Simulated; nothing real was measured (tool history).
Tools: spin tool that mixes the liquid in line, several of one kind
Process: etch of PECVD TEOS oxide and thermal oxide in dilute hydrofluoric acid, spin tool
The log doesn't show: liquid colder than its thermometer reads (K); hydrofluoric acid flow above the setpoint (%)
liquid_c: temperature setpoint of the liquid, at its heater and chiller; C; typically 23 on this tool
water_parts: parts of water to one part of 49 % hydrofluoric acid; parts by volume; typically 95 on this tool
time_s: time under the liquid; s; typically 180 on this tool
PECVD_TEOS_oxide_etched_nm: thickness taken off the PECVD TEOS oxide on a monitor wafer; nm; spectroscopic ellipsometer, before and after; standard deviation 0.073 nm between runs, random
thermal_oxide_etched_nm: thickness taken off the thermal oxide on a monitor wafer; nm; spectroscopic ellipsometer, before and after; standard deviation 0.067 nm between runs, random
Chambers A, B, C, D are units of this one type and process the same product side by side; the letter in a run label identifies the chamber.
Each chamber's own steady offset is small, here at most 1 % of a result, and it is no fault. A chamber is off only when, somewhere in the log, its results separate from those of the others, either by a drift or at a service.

run,hour,liquid_c,water_parts,time_s,hours since the thermometer was replaced,hours since the hydrofluoric acid flow meter was replaced,"read-back film thickness of the PECVD TEOS oxide reference wafer, read on the same gauge (nm)","read-back film thickness of the thermal oxide reference wafer, read on the same gauge (nm)",PECVD_TEOS_oxide_etched_nm,thermal_oxide_etched_nm
1A,4.0,23,95,180,793.7,1251.6,80.031,70.013,15.748,8.6737
2C,9.7,23,95,180,2439.1,535.3,80.026,69.928,15.670,8.6495
3B,13.8,23,95,180,347.2,1047.3,80.038,70.004,15.650,8.7659
4D,18.9,23,95,180,2354.8,386.6,79.980,70.043,15.662,8.7029
5C,23.9,23,95,180,2453.3,549.5,79.961,69.989,15.686,8.6054
6D,28.5,23,95,180,2364.4,396.2,79.947,70.019,15.838,8.6388
7B,34.7,23,95,180,368.1,1068.2,79.993,70.011,15.801,8.7368
8A,39.6,23,95,180,829.3,1287.2,79.967,69.996,15.533,8.7835
9D,43.1,23,95,180,2379.0,410.8,80.045,69.985,15.693,8.7391
10C,48.6,23,95,180,2478.0,574.2,80.013,70.041,15.878,8.6842
11B,55.0,23,95,180,388.4,1088.5,80.052,69.991,15.620,8.6891
12A,59.9,23,95,180,849.6,1307.5,79.956,70.024,15.622,8.7379
13B,64.0,23,95,140,397.4,1097.5,80.032,70.026,12.244,6.8276
14A,69.1,23,95,140,858.8,1316.7,80.030,70.037,12.125,6.7928
15C,72.2,23,95,140,2501.6,597.8,79.986,69.961,12.204,6.7783
16D,78.6,23,95,140,2414.5,446.3,79.946,70.012,12.298,6.9014
17C,83.0,23,95,180,2512.4,608.6,79.938,69.983,15.719,8.6814
18D,86.7,23,95,180,2422.6,454.4,80.029,70.045,15.728,8.7141
19B,91.0,23,95,180,424.4,1124.5,80.010,70.022,15.724,8.7191
20A,97.8,23,95,180,887.5,1345.4,79.965,70.009,15.750,8.7554
21B,103.0,23,95,180,436.4,1136.5,80.001,69.992,15.728,8.7721
22C,107.6,23,95,180,2537.0,633.2,79.995,69.957,15.772,8.7921
23D,111.2,23,95,180,2447.1,478.9,79.997,70.022,15.697,8.8051
24A,115.7,23,95,145,905.4,1363.3,79.967,70.031,12.592,7.1028
25D,121.6,23,95,145,2457.5,489.3,79.969,70.010,12.816,7.1229
26A,127.8,23,95,145,917.5,1375.4,79.944,70.013,12.592,6.9610
27C,131.6,23,95,145,2561.0,657.2,80.060,70.064,12.541,6.9974
28B,136.7,23,75,180,470.1,1170.2,79.942,70.010,20.505,11.3620
29C,140.1,23,75,180,2569.5,665.7,79.980,70.009,20.240,11.1940
30B,146.4,23,75,180,479.8,1179.9,79.993,70.037,20.470,11.4250
31A,151.5,23,75,180,941.2,1399.1,80.021,70.022,20.238,11.3300
32D,156.1,23,95,180,2492.0,523.8,79.959,69.986,15.782,8.6944
33B,160.4,23,95,180,493.8,1193.9,79.986,70.040,15.565,8.7841
34A,163.6,23,95,180,953.3,1411.2,80.015,70.020,15.632,8.7734
35D,167.3,23,95,180,2503.2,535.0,80.017,70.029,15.658,8.6602
36C,172.7,23,95,180,2602.1,698.3,80.011,69.958,15.660,8.7052
37B,179.4,23,120,180,512.8,1212.9,79.975,69.987,12.081,6.6701
38C,183.1,23,120,180,2612.5,708.7,79.997,70.042,12.175,6.7042
39A,189.3,23,120,180,979.0,1436.9,79.960,69.999,11.950,6.6974
40D,192.9,23,120,180,2528.8,560.6,80.002,69.992,12.073,6.6486
41A,199.9,23,95,180,989.6,1447.5,80.020,69.991,15.543,8.7030

One chamber off, gauge drift, or nothing amiss beyond the chambers' own small offsets? If it is a chamber, which one, and what is the likeliest cause?

Neither any chamber nor the gauge drifts; the chambers differ only by their own small, steady offsets.
